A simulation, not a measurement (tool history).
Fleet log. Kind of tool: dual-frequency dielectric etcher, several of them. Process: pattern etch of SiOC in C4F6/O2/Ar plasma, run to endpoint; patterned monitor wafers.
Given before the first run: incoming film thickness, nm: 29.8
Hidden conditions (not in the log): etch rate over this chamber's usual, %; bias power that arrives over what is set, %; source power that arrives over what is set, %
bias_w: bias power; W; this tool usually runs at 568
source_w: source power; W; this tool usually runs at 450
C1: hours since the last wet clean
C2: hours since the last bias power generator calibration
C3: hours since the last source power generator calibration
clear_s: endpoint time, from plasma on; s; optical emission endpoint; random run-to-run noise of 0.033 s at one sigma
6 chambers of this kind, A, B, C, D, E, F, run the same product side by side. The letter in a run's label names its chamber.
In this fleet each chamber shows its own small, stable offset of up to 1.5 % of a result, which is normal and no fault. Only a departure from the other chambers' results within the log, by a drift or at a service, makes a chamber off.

Run 1E, hour 7.2: usual settings; C1 264; C2 248.3; C3 574.5. Result: clear_s 9.2458 s.
Run 2D, hour 15.2: usual settings; C1 28.5; C2 1738.9; C3 61.5. Result: clear_s 9.1715 s.
Run 3F, hour 20.9: usual settings; C1 23.9; C2 3742.8; C3 330.4. Result: clear_s 9.116 s.
Run 4C, hour 29.9: usual settings; C1 376; C2 1641.2; C3 1251.9. Result: clear_s 9.2594 s.
Run 5A, hour 39.2: usual settings; C1 72.1; C2 2272.6; C3 682.8. Result: clear_s 9.1941 s.
Run 6B, hour 45.2: usual settings; C1 290.2; C2 429.9; C3 897. Result: clear_s 9.1078 s.
Run 7E, hour 49.7: usual settings; C1 306.5; C2 290.8; C3 617. Result: clear_s 9.3197 s.
Run 8A, hour 55.5: usual settings; C1 88.4; C2 2288.9; C3 699.1. Result: clear_s 9.1902 s.
Run 9D, hour 62.6: usual settings; C1 75.9; C2 1786.3; C3 108.9. Result: clear_s 9.0916 s.
Run 10F, hour 68.5: usual settings; C1 71.5; C2 3790.4; C3 378. Result: clear_s 9.1251 s.
Run 11B, hour 76.8: usual settings; C1 321.8; C2 461.5; C3 928.6. Result: clear_s 9.159 s.
Run 12C, hour 84.5: usual settings; C1 430.6; C2 1695.8; C3 1306.5. Result: clear_s 9.2505 s.
At hour 91.6: chamber D: bias power generator calibrated.
Run 13E, hour 92.5: usual settings but bias_w 442 W, source_w 400 W; C1 349.3; C2 333.6; C3 659.8. Result: clear_s 10.624 s.
Run 14C, hour 99.5: usual settings but bias_w 442 W, source_w 400 W; C1 445.6; C2 1710.8; C3 1321.5. Result: clear_s 10.551 s.
At hour 101: chamber F: bias power generator calibrated.
Run 15B, hour 108.3: usual settings but bias_w 442 W, source_w 400 W; C1 353.3; C2 493; C3 960.1. Result: clear_s 10.51 s.
Run 16A, hour 114.9: usual settings but bias_w 442 W, source_w 400 W; C1 147.8; C2 2348.3; C3 758.5. Result: clear_s 10.544 s.
Run 17D, hour 120.4: usual settings but bias_w 442 W, source_w 400 W; C1 133.7; C2 28.8; C3 166.7. Result: clear_s 10.312 s.
Run 18F, hour 128.9: usual settings but bias_w 442 W, source_w 400 W; C1 131.9; C2 28; C3 438.4. Result: clear_s 10.51 s.
Run 19B, hour 133.7: usual settings but bias_w 651 W, source_w 530 W; C1 378.7; C2 518.4; C3 985.5. Result: clear_s 8.2095 s.
Run 20F, hour 139.1: usual settings but bias_w 651 W, source_w 530 W; C1 142.1; C2 38.2; C3 448.6. Result: clear_s 8.1489 s.
Run 21D, hour 144.2: usual settings but bias_w 651 W, source_w 530 W; C1 157.5; C2 52.6; C3 190.5. Result: clear_s 8.0048 s.
Run 22E, hour 151.9: usual settings but bias_w 651 W, source_w 530 W; C1 408.7; C2 393; C3 719.2. Result: clear_s 8.2887 s.
Run 23A, hour 160.2: usual settings but bias_w 651 W, source_w 530 W; C1 193.1; C2 2393.6; C3 803.8. Result: clear_s 8.2413 s.
At hour 166.1: chamber B: wet clean of the chamber.
Run 24C, hour 166.1: usual settings but bias_w 651 W, source_w 530 W; C1 512.2; C2 1777.4; C3 1388.1. Result: clear_s 8.289 s.
Run 25E, hour 173.3: usual settings but bias_w 499 W, source_w 360 W; C1 430.1; C2 414.4; C3 740.6. Result: clear_s 10.537 s.
Run 26A, hour 177.3: usual settings but bias_w 499 W, source_w 360 W; C1 210.2; C2 2410.7; C3 820.9. Result: clear_s 10.429 s.
Run 27D, hour 183.9: usual settings but bias_w 499 W, source_w 360 W; C1 197.2; C2 92.3; C3 230.2. Result: clear_s 10.244 s.
Run 28F, hour 188.7: usual settings but bias_w 499 W, source_w 360 W; C1 191.7; C2 87.8; C3 498.2. Result: clear_s 10.432 s.
Run 29B, hour 195.7: usual settings but bias_w 499 W, source_w 360 W; C1 29.7; C2 580.4; C3 1047.5. Result: clear_s 10.402 s.
Run 30C, hour 200: usual settings but bias_w 499 W, source_w 360 W; C1 546.1; C2 1811.3; C3 1422. Result: clear_s 10.519 s.
Run 31C, hour 207.9: usual settings but bias_w 640 W, source_w 380 W; C1 554; C2 1819.2; C3 1429.9. Result: clear_s 9.3496 s.
Run 32B, hour 212.9: usual settings but bias_w 640 W, source_w 380 W; C1 46.9; C2 597.6; C3 1064.7. Result: clear_s 9.2705 s.
Run 33A, hour 217.7: usual settings but bias_w 640 W, source_w 380 W; C1 250.6; C2 2451.1; C3 861.3. Result: clear_s 9.3133 s.
Run 34D, hour 224: usual settings but bias_w 640 W, source_w 380 W; C1 237.3; C2 132.4; C3 270.3. Result: clear_s 9.091 s.
Run 35E, hour 232.5: usual settings but bias_w 640 W, source_w 380 W; C1 489.3; C2 473.6; C3 799.8. Result: clear_s 9.4367 s.
Run 36F, hour 237.3: usual settings but bias_w 640 W, source_w 380 W; C1 240.3; C2 136.4; C3 546.8. Result: clear_s 9.2398 s.
Run 37C, hour 243.8: usual settings but bias_w 666 W; C1 589.9; C2 1855.1; C3 1465.8. Result: clear_s 8.6616 s.

Next, every chamber runs the same settings. What will each give?
Run 38A, hour 250.5: usual settings but source_w 390 W. Result: clear_s ?.
Run 38B, hour 250.5: usual settings but source_w 390 W. Result: clear_s ?.
Run 38C, hour 250.5: usual settings but source_w 390 W. Result: clear_s ?.
Run 38D, hour 250.5: usual settings but source_w 390 W. Result: clear_s ?.
Run 38E, hour 250.5: usual settings but source_w 390 W. Result: clear_s ?.
Run 38F, hour 250.5: usual settings but source_w 390 W. Result: clear_s ?.

run  clear_s
38A   9.6453
38B   9.6635
38C   9.6649
38D   9.4875
38E   9.7366
38F   9.6481
